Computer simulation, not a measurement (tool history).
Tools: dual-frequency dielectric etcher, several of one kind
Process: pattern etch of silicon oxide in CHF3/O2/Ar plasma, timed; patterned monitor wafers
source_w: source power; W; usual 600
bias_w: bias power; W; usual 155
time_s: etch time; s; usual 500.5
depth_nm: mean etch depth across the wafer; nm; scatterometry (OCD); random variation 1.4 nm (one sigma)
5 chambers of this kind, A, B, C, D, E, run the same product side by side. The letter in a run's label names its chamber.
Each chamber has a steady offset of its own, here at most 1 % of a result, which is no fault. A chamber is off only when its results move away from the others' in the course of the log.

run     day  source_w  bias_w  time_s  hours since the last wet clean  hours since the last source power generator calibration  hours since the last bias power generator calibration  read-back reference wafer on the same gauge, depth_nm  depth_nm
 1E   0.212       600     155   500.5                           296.5                                                   1344.8                                                  420.8                                                 946.79    946.06
 2C   0.583       600     155   500.5                           121.1                                                    124.6                                                 2327.5                                                 946.79    936.34
 3B   0.788       600     155   500.5                           403.1                                                   3441.9                                                  112.7                                                 946.49    936.56
 4A   1.142       600     155   500.5                           173.0                                                    448.2                                                 2468.2                                                 946.63    951.93
 5D   1.408       600     155   500.5                           371.2                                                   2654.1                                                 1130.3                                                 946.34    933.72
 6B   1.658       600     155   500.5                           424.0                                                   3462.8                                                  133.6                                                 946.07    939.97
 7C   2.025       600     155   500.5                           155.7                                                    159.2                                                 2362.1                                                 945.84    939.56
 8E   2.288       600     155   500.5                           346.3                                                   1394.6                                                  470.6                                                 945.86    941.12
 9A   2.538       600     155   500.5                           206.5                                                    481.7                                                 2501.7                                                 945.35    951.30
10D   2.796       600     155   500.5                           404.5                                                   2687.4                                                 1163.6                                                 945.77    931.57
11B   3.096       600     155   500.5                           458.5                                                   3497.3                                                  168.1                                                 945.35    937.11
12C   3.329       600     155   500.5                           187.0                                                    190.5                                                 2393.4                                                 945.20    936.69
13D   3.617       600     155   500.5                           424.2                                                   2707.1                                                 1183.3                                                 945.05    932.59
14E   3.879       600     155   500.5                           384.5                                                   1432.8                                                  508.8                                                 944.95    942.50
15A   4.188       600     155   500.5                           246.1                                                    521.3                                                 2541.3                                                 944.98    949.27
16B   4.521       600     155   500.5                           492.7                                                   3531.5                                                  202.3                                                 944.84    935.16
17E   4.825       600     155   500.5                           407.2                                                   1455.5                                                  531.5                                                 944.05    939.27
18C   5.142       600     155   500.5                           230.5                                                    234.0                                                 2436.9                                                 944.58    934.36
      5.262  -- chamber E: wet clean of the chamber
19D   5.371       600     155   500.5                           466.3                                                   2749.2                                                 1225.4                                                 944.03    931.45
20A   5.621       600     155   500.5                           280.5                                                    555.7                                                 2575.7                                                 943.77    945.91
21D   5.921       600     155   500.5                           479.5                                                   2762.4                                                 1238.6                                                 943.96    930.68
22B   6.175       680     155   580.5                           532.4                                                   3571.2                                                  242.0                                                 943.62   1134.70
23E   6.512       680     155   580.5                            30.1                                                   1496.0                                                  572.0                                                 943.86   1144.70
24A   6.762       680     155   580.5                           307.9                                                    583.1                                                 2603.1                                                 943.76   1150.00
25C   7.150       680     155   580.5                           278.7                                                    282.2                                                 2485.1                                                 943.23   1137.40
26D   7.438       680     155   580.5                           515.9                                                   2798.8                                                 1275.0                                                 942.97   1132.20
27B   7.679       600     155   500.5                           568.5                                                   3607.3                                                  278.1                                                 943.05    932.94
      7.788  -- chamber D: wet clean of the chamber
28E   7.854       600     155   500.5                            62.3                                                   1528.2                                                  604.2                                                 942.76    937.20
29C   8.179       600     155   500.5                           303.4                                                    306.9                                                 2509.8                                                 942.50    932.86
30A   8.367       600     191   500.5                           346.4                                                    621.6                                                 2641.6                                                 942.60   1015.50
31C   8.596       600     191   500.5                           313.4                                                    316.9                                                 2519.8                                                 942.31   1004.10
32A   8.883       600     191   500.5                           358.8                                                    634.0                                                 2654.0                                                 942.14   1016.20
      9.046  -- chamber B: wet clean of the chamber
33B   9.088       600     191   500.5                             1.1                                                   3641.1                                                  311.9                                                 942.38   1002.20
34E   9.425       600     191   500.5                           100.0                                                   1565.9                                                  641.9                                                 942.17   1007.20
35D   9.767       600     155   500.5                            47.5                                                   2854.7                                                 1330.9                                                 942.02    930.65
36D   9.950       600     155   500.5                            51.9                                                   2859.1                                                 1335.3                                                 941.58    929.97
37E  10.271       600     155   500.5                           120.3                                                   1586.2                                                  662.2                                                 941.27    937.22
38C  10.521       600     155   500.5                           359.6                                                    363.1                                                 2566.0                                                 941.40    933.66
39B  10.754       600     155   500.5                            41.1                                                   3681.1                                                  351.9                                                 941.41    932.18

Next, every chamber runs the same settings. What will each give?
40A  11.038       600     155   500.5                                                                                                                                                                                                                ?
40B  11.038       600     155   500.5                                                                                                                                                                                                                ?
40C  11.038       600     155   500.5                                                                                                                                                                                                                ?
40D  11.038       600     155   500.5                                                                                                                                                                                                                ?
40E  11.038       600     155   500.5                                                                                                                                                                                                                ?

run  depth_nm
40A    946.20
40B    934.75
40C    930.41
40D    928.29
40E    936.59
